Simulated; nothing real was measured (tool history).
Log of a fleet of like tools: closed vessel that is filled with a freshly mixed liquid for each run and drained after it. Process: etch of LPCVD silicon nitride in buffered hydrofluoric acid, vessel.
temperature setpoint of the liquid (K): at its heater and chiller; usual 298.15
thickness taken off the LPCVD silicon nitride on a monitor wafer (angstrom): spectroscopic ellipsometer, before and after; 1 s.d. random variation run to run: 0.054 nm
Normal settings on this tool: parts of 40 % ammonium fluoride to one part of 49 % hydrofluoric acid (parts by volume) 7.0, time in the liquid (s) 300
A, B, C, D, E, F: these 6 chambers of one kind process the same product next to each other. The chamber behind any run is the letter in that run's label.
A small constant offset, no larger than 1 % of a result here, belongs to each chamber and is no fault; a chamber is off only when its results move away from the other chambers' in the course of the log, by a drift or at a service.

run,hour,temperature setpoint of the liquid (K),parts of 40 % ammonium fluoride to one part of 49 % hydrofluoric acid (parts by volume),time in the liquid (s),hours since the thermometer was replaced,hours since the hydrofluoric acid flow meter was replaced,"read-back film thickness of the LPCVD silicon nitride reference wafer, read on the same gauge (nm)",thickness taken off the LPCVD silicon nitride on a monitor wafer (angstrom)
# hour 6.2: chamber A: thermometer replaced
1C,9.2,298.15,7.0,300,951.6,535.0,150.00,62.421
2E,17.2,298.15,7.0,300,842.9,143.2,149.99,62.878
3A,28.1,298.15,7.0,300,22.0,640.8,150.00,62.495
# hour 28.9: chamber F: hydrofluoric acid flow meter replaced
4D,33.7,298.15,7.0,300,407.5,1255.1,150.00,61.617
5F,43.4,298.15,7.0,300,1765.8,14.6,150.00,62.741
6B,50.5,298.15,9.0,300,921.2,276.7,150.00,47.578
7C,59.1,298.15,9.0,300,1001.5,584.9,149.98,47.706
8E,64.9,298.15,9.0,300,890.6,190.9,150.01,47.774
9D,75.4,298.15,9.0,300,449.2,1296.8,149.98,47.368
# hour 81.1: chamber C: thermometer replaced
10F,85.2,298.15,9.0,300,1807.6,56.4,150.00,47.721
11B,92.9,298.15,9.0,300,963.6,319.1,149.99,47.897
12A,102.8,298.15,7.0,300,96.7,715.5,150.00,62.610
13A,108.6,298.15,7.0,300,102.5,721.3,150.01,62.734
14E,114.0,298.15,7.0,465,939.7,240.0,150.00,97.507
15B,125.0,298.15,7.0,465,995.7,351.2,150.01,97.797
16C,132.8,298.15,7.0,465,51.7,658.6,149.99,93.674
17D,143.0,298.15,7.0,465,516.8,1364.4,150.01,96.453
18F,151.7,298.15,7.0,465,1874.1,122.9,150.01,96.076
# hour 156.0: chamber F: thermometer replaced
19C,162.3,298.15,7.0,465,81.2,688.1,149.98,95.041
20A,172.4,298.15,7.0,300,166.3,785.1,149.99,61.889
21D,177.3,298.15,7.0,300,551.1,1398.7,150.00,62.787
22F,185.7,294.65,9.0,300,29.8,156.9,150.00,39.240
23E,194.4,294.65,9.0,300,1020.1,320.4,149.99,39.139
24B,204.4,294.65,9.0,300,1075.1,430.6,150.00,39.210
25E,215.5,294.65,9.0,300,1041.2,341.5,150.01,39.553
26C,226.5,294.65,9.0,300,145.4,752.3,150.00,39.167
27F,232.7,294.65,9.0,300,76.8,203.9,150.00,39.933
28D,240.4,298.15,7.0,300,614.2,1461.8,150.01,63.981
# hour 244.2: chamber D: hydrofluoric acid flow meter replaced
29B,248.7,296.15,7.0,300,1119.4,474.9,150.02,56.640
30A,257.6,296.15,7.0,300,251.5,870.3,149.98,56.516
31F,263.0,296.15,7.0,300,107.1,234.2,150.01,56.336
32A,271.9,296.15,7.0,300,265.8,884.6,149.99,56.793
33C,281.9,296.15,7.0,300,200.8,807.7,150.00,56.106
# hour 285.8: chamber B: hydrofluoric acid flow meter replaced
34D,289.5,296.15,7.0,300,663.3,45.3,150.00,57.696
35B,296.2,298.15,7.0,300,1166.9,10.5,149.98,62.056
36E,301.5,298.15,9.5,375,1127.2,427.5,150.01,56.820
# hour 309.2: chamber C: hydrofluoric acid flow meter replaced
37F,309.6,298.15,9.5,375,153.7,280.8,149.99,57.953
38D,318.0,298.15,9.5,375,691.8,73.8,149.98,60.088
39E,328.5,298.15,9.5,375,1154.2,454.5,149.99,57.709
40A,338.4,298.15,9.5,375,332.3,951.1,150.00,58.602
41C,346.8,298.15,9.5,375,265.7,37.6,150.00,57.415
42B,355.3,298.15,7.0,300,1226.0,69.6,150.00,62.851
43B,366.0,298.15,7.0,300,1236.7,80.3,150.03,63.315
44F,375.1,298.15,7.0,300,219.2,346.3,149.99,63.067

Next, every chamber runs the same settings. What will each give?
45A,383.1,298.15,7.0,300,,,,?
45B,383.1,298.15,7.0,300,,,,?
45C,383.1,298.15,7.0,300,,,,?
45D,383.1,298.15,7.0,300,,,,?
45E,383.1,298.15,7.0,300,,,,?
45F,383.1,298.15,7.0,300,,,,?

run,thickness taken off the LPCVD silicon nitride on a monitor wafer (angstrom)
45A,62.439
45B,62.620
45C,62.538
45D,66.159
45E,62.986
45F,61.512
